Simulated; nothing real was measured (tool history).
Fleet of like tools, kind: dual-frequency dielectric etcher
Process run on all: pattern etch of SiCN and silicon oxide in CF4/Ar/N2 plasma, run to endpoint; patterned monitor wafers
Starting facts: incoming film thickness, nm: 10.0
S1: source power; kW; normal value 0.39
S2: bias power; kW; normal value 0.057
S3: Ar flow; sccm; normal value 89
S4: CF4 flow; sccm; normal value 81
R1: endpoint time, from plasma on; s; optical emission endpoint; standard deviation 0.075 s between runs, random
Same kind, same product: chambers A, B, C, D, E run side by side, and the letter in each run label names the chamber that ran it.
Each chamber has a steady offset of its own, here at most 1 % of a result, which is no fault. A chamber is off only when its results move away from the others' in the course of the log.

run	hour	S1	S2	S3	S4	R1
1A	4.9	0.39	0.057	89	81	13.674
2C	10	0.39	0.057	89	81	13.783
3D	16.2	0.39	0.057	89	81	13.714
4E	23.4	0.39	0.057	89	81	13.687
5B	27.7	0.39	0.057	89	81	13.709
6C	36	0.39	0.057	89	81	13.832
7D	43	0.39	0.057	89	81	13.713
# hour 46.9: chamber D: wet clean of the chamber
8A	47.7	0.39	0.057	89	81	13.808
9E	56.2	0.39	0.057	89	81	13.522
10B	64.8	0.31	0.064	89	81	16.138
# hour 71.4: chamber C: wet clean of the chamber
11E	71.5	0.31	0.064	89	81	16.149
12A	78.9	0.31	0.064	89	81	16.515
13C	87.9	0.31	0.064	89	81	16.271
# hour 88.3: chamber E: Ar flow controller replaced
14D	94.7	0.31	0.064	89	81	16.182
15B	102.5	0.39	0.057	89	81	13.751
16B	107.5	0.39	0.057	89	81	13.607
17A	114.6	0.39	0.068	89	81	13.221
18C	124.2	0.39	0.068	89	81	12.98
# hour 126.5: chamber B: wet clean of the chamber
19E	128.6	0.39	0.068	89	81	12.982
20D	133	0.39	0.068	89	81	12.909
21C	138.4	0.39	0.068	89	81	12.974
22E	145.1	0.39	0.057	89	81	13.719
23A	150.7	0.39	0.057	89	81	14.133
24B	157.9	0.39	0.057	89	81	13.678
# hour 164: chamber E: wet clean of the chamber
25D	165.2	0.39	0.057	89	81	13.634
26A	174.1	0.39	0.057	89	81	14.166
27C	179.8	0.39	0.057	89	81	13.799
28E	184.7	0.39	0.057	89	81	13.569
29B	193.6	0.31	0.046	89	81	17.935
30D	200	0.31	0.046	89	81	18.049
31D	208.7	0.31	0.046	89	81	18.221
32C	218.3	0.31	0.046	89	81	17.898
33A	226.2	0.31	0.046	89	81	18.722
34B	232.1	0.39	0.057	89	81	13.7
35E	237.5	0.32	0.057	89	81	16.467
36D	247.1	0.32	0.057	89	81	16.15
37C	254.1	0.32	0.057	89	81	16.552
38E	261.3	0.32	0.057	89	81	16.442
39B	265.9	0.32	0.057	89	81	16.413
40A	273	0.39	0.057	89	81	14.403
41A	280.7	0.39	0.057	89	81	14.447
42C	285.5	0.39	0.057	89	81	13.814

Does one chamber stand apart from the rest, does the shared gauge drift, or is all well apart from small per-chamber offsets? Give the chamber and the most likely cause, where there is one.

One chamber, A, drifts off from the rest bit by bit.
What lies behind it: etch rate under this chamber's usual, % = 4.9.
From this log alone, it may not be told apart from: source power that arrives under what is set, %.

Which of the 4 candidates below, each the usual settings with something changed and its results left as question marks, puts chamber A back in line with what the other chambers give on the usual settings?
In line means no further than this from the other chambers' mean on the usual settings: R1 0.26 s
43A-1	292.6	0.39	0.065	89	86	?
43A-2	292.6	0.39	0.059	87	83	?
43A-3	292.6	0.39	0.057	89	60	?
43A-4	292.6	0.38	0.057	89	81	?

What the other chambers average on the usual settings: R1 13.722 s
run	R1
43A-1	13.809
43A-2	14.261
43A-3	15.208
43A-4	14.856
Change 43A-1 lands the chamber within the allowed miss of the other chambers.

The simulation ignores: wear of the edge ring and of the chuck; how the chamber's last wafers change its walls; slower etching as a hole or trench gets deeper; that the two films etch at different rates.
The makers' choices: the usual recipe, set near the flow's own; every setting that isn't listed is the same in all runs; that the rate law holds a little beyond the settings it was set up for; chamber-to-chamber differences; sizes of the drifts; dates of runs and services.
